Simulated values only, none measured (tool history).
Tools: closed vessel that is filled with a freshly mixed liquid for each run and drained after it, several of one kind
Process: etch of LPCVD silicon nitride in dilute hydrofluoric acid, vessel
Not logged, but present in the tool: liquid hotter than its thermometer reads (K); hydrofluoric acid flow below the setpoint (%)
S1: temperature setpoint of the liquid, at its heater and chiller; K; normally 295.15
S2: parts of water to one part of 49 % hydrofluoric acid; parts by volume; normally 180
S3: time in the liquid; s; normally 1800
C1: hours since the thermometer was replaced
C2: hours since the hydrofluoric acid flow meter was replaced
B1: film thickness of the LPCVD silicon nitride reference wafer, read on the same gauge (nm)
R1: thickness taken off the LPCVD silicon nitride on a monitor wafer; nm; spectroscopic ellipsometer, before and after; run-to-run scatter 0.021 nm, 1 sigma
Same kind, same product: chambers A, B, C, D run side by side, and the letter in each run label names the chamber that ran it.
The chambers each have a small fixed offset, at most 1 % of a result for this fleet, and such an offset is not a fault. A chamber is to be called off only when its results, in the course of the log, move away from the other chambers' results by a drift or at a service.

run 1B day=0.417 | S1=295.15 S2=180 S3=1800 | C1=1727.3 C2=973.7 | B1=30.031 | R1=4.0341
run 2D day=0.883 | S1=295.15 S2=180 S3=1800 | C1=54 C2=718.2 | B1=30.014 | R1=3.9457
run 3A day=1.333 | S1=295.15 S2=180 S3=1800 | C1=1005.1 C2=1318 | B1=30.005 | R1=3.9965
run 4C day=1.75 | S1=295.15 S2=180 S3=1800 | C1=2515.6 C2=533.4 | B1=29.998 | R1=4.0652
run 5B day=2.112 | S1=295.15 S2=140 S3=925 | C1=1768 C2=1014.4 | B1=30.001 | R1=2.6464
run 6C day=2.433 | S1=295.15 S2=140 S3=925 | C1=2532 C2=549.8 | B1=29.973 | R1=2.6728
run 7D day=2.683 | S1=295.15 S2=140 S3=925 | C1=97.2 C2=761.4 | B1=29.985 | R1=2.6328
run 8A day=3.125 | S1=295.15 S2=140 S3=925 | C1=1048.1 C2=1361 | B1=30.01 | R1=2.6268
run 9C day=3.338 | S1=295.15 S2=180 S3=1800 | C1=2553.7 C2=571.5 | B1=29.963 | R1=4.1286
run 10A day=3.746 | S1=295.15 S2=180 S3=1800 | C1=1063 C2=1375.9 | B1=29.995 | R1=3.9795
run 11D day=4.1 | S1=295.15 S2=180 S3=1800 | C1=131.2 C2=795.4 | B1=29.98 | R1=3.9495
run 12B day=4.529 | S1=295.15 S2=180 S3=1800 | C1=1826 C2=1072.4 | B1=30.002 | R1=3.9633
run 13B day=4.933 | S1=295.15 S2=180 S3=1800 | C1=1835.7 C2=1082.1 | B1=29.992 | R1=3.9584
run 14A day=5.271 | S1=295.15 S2=180 S3=1800 | C1=1099.6 C2=1412.5 | B1=30.009 | R1=4.0337
run 15C day=5.6 | S1=295.15 S2=210 S3=905 | C1=2608 C2=625.8 | B1=29.986 | R1=1.7592
run 16D day=5.908 | S1=295.15 S2=210 S3=905 | C1=174.6 C2=838.8 | B1=29.978 | R1=1.726
run 17C day=6.146 | S1=295.15 S2=210 S3=905 | C1=2621.1 C2=638.9 | B1=30.01 | R1=1.7433
run 18A day=6.429 | S1=295.15 S2=210 S3=905 | C1=1127.4 C2=1440.3 | B1=30.006 | R1=1.7522
run 19B day=6.825 | S1=295.15 S2=180 S3=1800 | C1=1881.1 C2=1127.5 | B1=30.022 | R1=3.9281
run 20D day=7.05 | S1=295.15 S2=180 S3=1800 | C1=202 C2=866.2 | B1=30.008 | R1=3.9954
run 21C day=7.483 | S1=295.15 S2=180 S3=1800 | C1=2653.2 C2=671 | B1=29.975 | R1=4.063
run 22B day=7.812 | S1=295.15 S2=180 S3=1800 | C1=1904.8 C2=1151.2 | B1=30.032 | R1=3.9447
run 23A day=8.188 | S1=295.15 S2=180 S3=1800 | C1=1169.6 C2=1482.5 | B1=29.952 | R1=4.0169
run 24D day=8.533 | S1=298.65 S2=180 S3=800 | C1=237.6 C2=901.8 | B1=29.956 | R1=2.2282
run 25A day=8.925 | S1=298.65 S2=180 S3=800 | C1=1187.3 C2=1500.2 | B1=29.989 | R1=2.2156
run 26D day=9.342 | S1=298.65 S2=180 S3=800 | C1=257 C2=921.2 | B1=30.027 | R1=2.2224
run 27B day=9.596 | S1=298.65 S2=180 S3=800 | C1=1947.6 C2=1194 | B1=30.008 | R1=2.1626
run 28C day=9.975 | S1=295.15 S2=180 S3=1800 | C1=2713 C2=730.8 | B1=29.967 | R1=4.0786
run 29A day=10.325 | S1=299.65 S2=210 S3=1800 | C1=1220.9 C2=1533.8 | B1=30.004 | R1=4.5692
run 30B day=10.704 | S1=299.65 S2=210 S3=1800 | C1=1974.2 C2=1220.6 | B1=30.021 | R1=4.4031
run 31D day=11.038 | S1=299.65 S2=210 S3=1800 | C1=297.7 C2=961.9 | B1=30.035 | R1=4.5379
-- day=11.058 chamber A: thermometer replaced
run 32C day=11.342 | S1=299.65 S2=210 S3=1800 | C1=2745.8 C2=763.6 | B1=29.999 | R1=4.685
run 33C day=11.733 | S1=295.15 S2=180 S3=1800 | C1=2755.2 C2=773 | B1=30.02 | R1=4.0481
run 34D day=12.104 | S1=295.15 S2=180 S3=1800 | C1=323.3 C2=987.5 | B1=29.953 | R1=4.0123
run 35A day=12.512 | S1=295.15 S2=180 S3=1800 | C1=35 C2=1586.3 | B1=29.968 | R1=4.0261
run 36B day=12.879 | S1=295.15 S2=180 S3=1800 | C1=2026.4 C2=1272.8 | B1=29.981 | R1=3.8248
run 37B day=13.288 | S1=295.15 S2=210 S3=1800 | C1=2036.2 C2=1282.6 | B1=30.04 | R1=3.2814
run 38D day=13.642 | S1=295.15 S2=210 S3=1800 | C1=360.2 C2=1024.4 | B1=29.957 | R1=3.4199
run 39A day=14.021 | S1=295.15 S2=210 S3=1800 | C1=71.2 C2=1622.5 | B1=29.974 | R1=3.4467

For the next run the whole fleet of 4 chambers uses the same settings. Give each chamber's results:
run 40A day=14.367 | S1=299.15 S2=180 S3=1800 | R1=?
run 40B day=14.367 | S1=299.15 S2=180 S3=1800 | R1=?
run 40C day=14.367 | S1=299.15 S2=180 S3=1800 | R1=?
run 40D day=14.367 | S1=299.15 S2=180 S3=1800 | R1=?

run=40A R1=5.2081
run=40B R1=4.9034
run=40C R1=5.1881
run=40D R1=5.1542
